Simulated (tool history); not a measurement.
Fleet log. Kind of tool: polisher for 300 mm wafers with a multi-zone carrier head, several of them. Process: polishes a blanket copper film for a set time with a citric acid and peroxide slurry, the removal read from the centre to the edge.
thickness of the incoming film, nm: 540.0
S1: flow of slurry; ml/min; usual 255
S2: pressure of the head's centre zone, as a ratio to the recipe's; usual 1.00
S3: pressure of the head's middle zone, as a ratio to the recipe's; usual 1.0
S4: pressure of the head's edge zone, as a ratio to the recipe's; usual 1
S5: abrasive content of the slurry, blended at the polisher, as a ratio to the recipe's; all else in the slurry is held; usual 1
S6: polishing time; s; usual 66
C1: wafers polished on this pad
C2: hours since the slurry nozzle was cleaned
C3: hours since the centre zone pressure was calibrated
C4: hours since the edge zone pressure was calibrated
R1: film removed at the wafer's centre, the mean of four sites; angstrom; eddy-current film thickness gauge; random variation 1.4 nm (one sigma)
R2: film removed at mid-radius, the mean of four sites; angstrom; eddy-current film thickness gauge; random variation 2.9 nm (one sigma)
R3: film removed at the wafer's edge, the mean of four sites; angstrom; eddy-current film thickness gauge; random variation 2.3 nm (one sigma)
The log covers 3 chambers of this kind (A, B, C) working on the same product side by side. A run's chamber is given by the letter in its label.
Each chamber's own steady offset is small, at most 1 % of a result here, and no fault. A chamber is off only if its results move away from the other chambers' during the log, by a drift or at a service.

run 1C hour=6.6 | S1=255 S2=1.00 S3=1.0 S4=1 S5=1 S6=66 | C1=1251 C2=189.4 C3=27.8 C4=1214.5 | R1=2262.4 R2=2293.1 R3=2281.7
-- hour=9.8 chamber C: worn pad replaced by a new one
run 2B hour=13.6 | S1=255 S2=1.00 S3=1.0 S4=1 S5=1 S6=66 | C1=454 C2=555.6 C3=69.7 C4=807.1 | R1=2286.9 R2=2265.6 R3=2304.5
-- hour=20.0 chamber B: edge zone pressure recalibrated
-- hour=21.1 chamber C: edge zone pressure recalibrated
run 3A hour=25.1 | S1=255 S2=1.00 S3=1.0 S4=1 S5=1 S6=66 | C1=424 C2=644.6 C3=96.6 C4=207.4 | R1=2319.0 R2=2330.3 R3=2300.8
run 4B hour=32.2 | S1=255 S2=1.00 S3=1.0 S4=1 S5=1 S6=66 | C1=710 C2=574.2 C3=88.3 C4=12.2 | R1=2281.1 R2=2297.1 R3=2311.3
run 5C hour=45.2 | S1=255 S2=1.00 S3=1.0 S4=1 S5=1 S6=66 | C1=487 C2=228.0 C3=66.4 C4=24.2 | R1=2283.8 R2=2308.5 R3=2290.0
run 6A hour=55.8 | S1=255 S2=1.09 S3=1.0 S4=1 S5=1 S6=66 | C1=846 C2=675.3 C3=127.3 C4=238.1 | R1=2531.9 R2=2313.4 R3=2295.2
-- hour=59.0 chamber B: worn pad replaced by a new one
-- hour=59.1 chamber A: worn pad replaced by a new one
run 7C hour=68.2 | S1=255 S2=1.09 S3=1.0 S4=1 S5=1 S6=66 | C1=803 C2=251.0 C3=89.4 C4=47.2 | R1=2493.5 R2=2302.8 R3=2282.1
run 8A hour=78.6 | S1=255 S2=1.09 S3=1.0 S4=1 S5=1 S6=66 | C1=269 C2=698.1 C3=150.1 C4=260.9 | R1=2571.1 R2=2382.0 R3=2298.1
run 9B hour=85.5 | S1=255 S2=1.00 S3=1.0 S4=1 S5=1 S6=66 | C1=365 C2=627.5 C3=141.6 C4=65.5 | R1=2287.3 R2=2277.4 R3=2297.5
run 10B hour=98.6 | S1=255 S2=1.00 S3=1.0 S4=1 S5=1 S6=66 | C1=545 C2=640.6 C3=154.7 C4=78.6 | R1=2292.9 R2=2311.9 R3=2275.4
-- hour=99.8 chamber C: worn pad replaced by a new one
-- hour=104.6 chamber A: slurry nozzle cleaned
run 11A hour=107.7 | S1=255 S2=1.00 S3=1.0 S4=1 S5=1 S6=66 | C1=669 C2=3.2 C3=179.2 C4=290.0 | R1=2315.9 R2=2376.4 R3=2290.4
run 12C hour=118.0 | S1=255 S2=1.00 S3=1.0 S4=1 S5=1 S6=66 | C1=251 C2=300.8 C3=139.2 C4=97.0 | R1=2308.8 R2=2277.8 R3=2301.2
run 13C hour=126.9 | S1=255 S2=1.00 S3=1.0 S4=1 S5=1 S6=66 | C1=373 C2=309.7 C3=148.1 C4=105.9 | R1=2247.9 R2=2285.2 R3=2288.0
run 14A hour=136.0 | S1=255 S2=1.00 S3=1.0 S4=1 S5=1 S6=66 | C1=1058 C2=31.5 C3=207.5 C4=318.3 | R1=2304.7 R2=2327.4 R3=2351.8
-- hour=136.1 chamber A: worn pad replaced by a new one
-- hour=146.9 chamber B: worn pad replaced by a new one
run 15B hour=148.2 | S1=255 S2=1.00 S3=1.0 S4=1 S5=1 S6=66 | C1=19 C2=690.2 C3=204.3 C4=128.2 | R1=2282.6 R2=2295.2 R3=2287.2
run 16B hour=159.5 | S1=255 S2=1.00 S3=1.0 S4=1 S5=1 S6=66 | C1=174 C2=701.5 C3=215.6 C4=139.5 | R1=2268.1 R2=2274.7 R3=2301.2
run 17A hour=167.9 | S1=255 S2=1.00 S3=1.0 S4=1 S5=1 S6=66 | C1=438 C2=63.4 C3=239.4 C4=350.2 | R1=2310.6 R2=2292.0 R3=2305.3
run 18C hour=180.6 | S1=255 S2=1.00 S3=1.0 S4=1 S5=1 S6=66 | C1=1111 C2=363.4 C3=201.8 C4=159.6 | R1=2257.5 R2=2305.8 R3=2264.2
run 19C hour=187.8 | S1=255 S2=1.00 S3=1.1 S4=1 S5=1 S6=86 | C1=1210 C2=370.6 C3=209.0 C4=166.8 | R1=2966.1 R2=3310.2 R3=2952.8
run 20B hour=198.7 | S1=255 S2=1.00 S3=1.1 S4=1 S5=1 S6=86 | C1=713 C2=740.7 C3=254.8 C4=178.7 | R1=2974.8 R2=3250.7 R3=2984.7
-- hour=203.8 chamber A: worn pad replaced by a new one
run 21A hour=206.3 | S1=255 S2=1.00 S3=1.1 S4=1 S5=1 S6=86 | C1=34 C2=101.8 C3=277.8 C4=388.6 | R1=3017.6 R2=3290.6 R3=3036.3
-- hour=213.2 chamber C: worn pad replaced by a new one
run 22A hour=215.1 | S1=255 S2=1.00 S3=1.0 S4=1 S5=1 S6=66 | C1=155 C2=110.6 C3=286.6 C4=397.4 | R1=2328.8 R2=2325.3 R3=2326.4
-- hour=216.4 chamber B: slurry nozzle cleaned
run 23B hour=223.4 | S1=255 S2=1.00 S3=1.0 S4=1 S5=1 S6=66 | C1=1052 C2=7.0 C3=279.5 C4=203.4 | R1=2280.3 R2=2350.2 R3=2282.5
-- hour=228.0 chamber B: worn pad replaced by a new one
-- hour=232.3 chamber A: edge zone pressure recalibrated
run 24C hour=234.2 | S1=255 S2=1.00 S3=1.0 S4=1 S5=1 S6=66 | C1=289 C2=417.0 C3=255.4 C4=213.2 | R1=2277.2 R2=2283.1 R3=2286.1
run 25B hour=243.4 | S1=255 S2=1.00 S3=1.0 S4=1 S5=1 S6=66 | C1=211 C2=27.0 C3=299.5 C4=223.4 | R1=2278.8 R2=2353.4 R3=2286.7
run 26A hour=249.7 | S1=255 S2=1.00 S3=1.0 S4=1 S5=1 S6=75 | C1=631 C2=145.2 C3=321.2 C4=17.5 | R1=2618.7 R2=2695.5 R3=2579.7
run 27C hour=256.0 | S1=255 S2=1.00 S3=1.0 S4=1 S5=1 S6=75 | C1=589 C2=438.8 C3=277.2 C4=235.0 | R1=2599.8 R2=2677.9 R3=2615.9
run 28B hour=262.2 | S1=255 S2=1.00 S3=1.0 S4=1 S5=1 S6=75 | C1=470 C2=45.8 C3=318.3 C4=242.2 | R1=2592.7 R2=2554.7 R3=2567.8
run 29A hour=274.7 | S1=255 S2=1.00 S3=1.0 S4=1 S5=1 S6=66 | C1=975 C2=170.2 C3=346.2 C4=42.5 | R1=2298.4 R2=2344.7 R3=2284.4

Next, all 3 chambers run the settings below, one line each with question marks for the results. What does each chamber give?
run 30A hour=284.1 | S1=255 S2=1.00 S3=1.0 S4=1 S5=1 S6=66 | R1=? R2=? R3=?
run 30B hour=284.1 | S1=255 S2=1.00 S3=1.0 S4=1 S5=1 S6=66 | R1=? R2=? R3=?
run 30C hour=284.1 | S1=255 S2=1.00 S3=1.0 S4=1 S5=1 S6=66 | R1=? R2=? R3=?

run=30A R1=2336.4 R2=2291.4 R3=2330.8
run=30B R1=2275.4 R2=2271.2 R3=2285.5
run=30C R1=2284.4 R2=2297.5 R3=2287.7
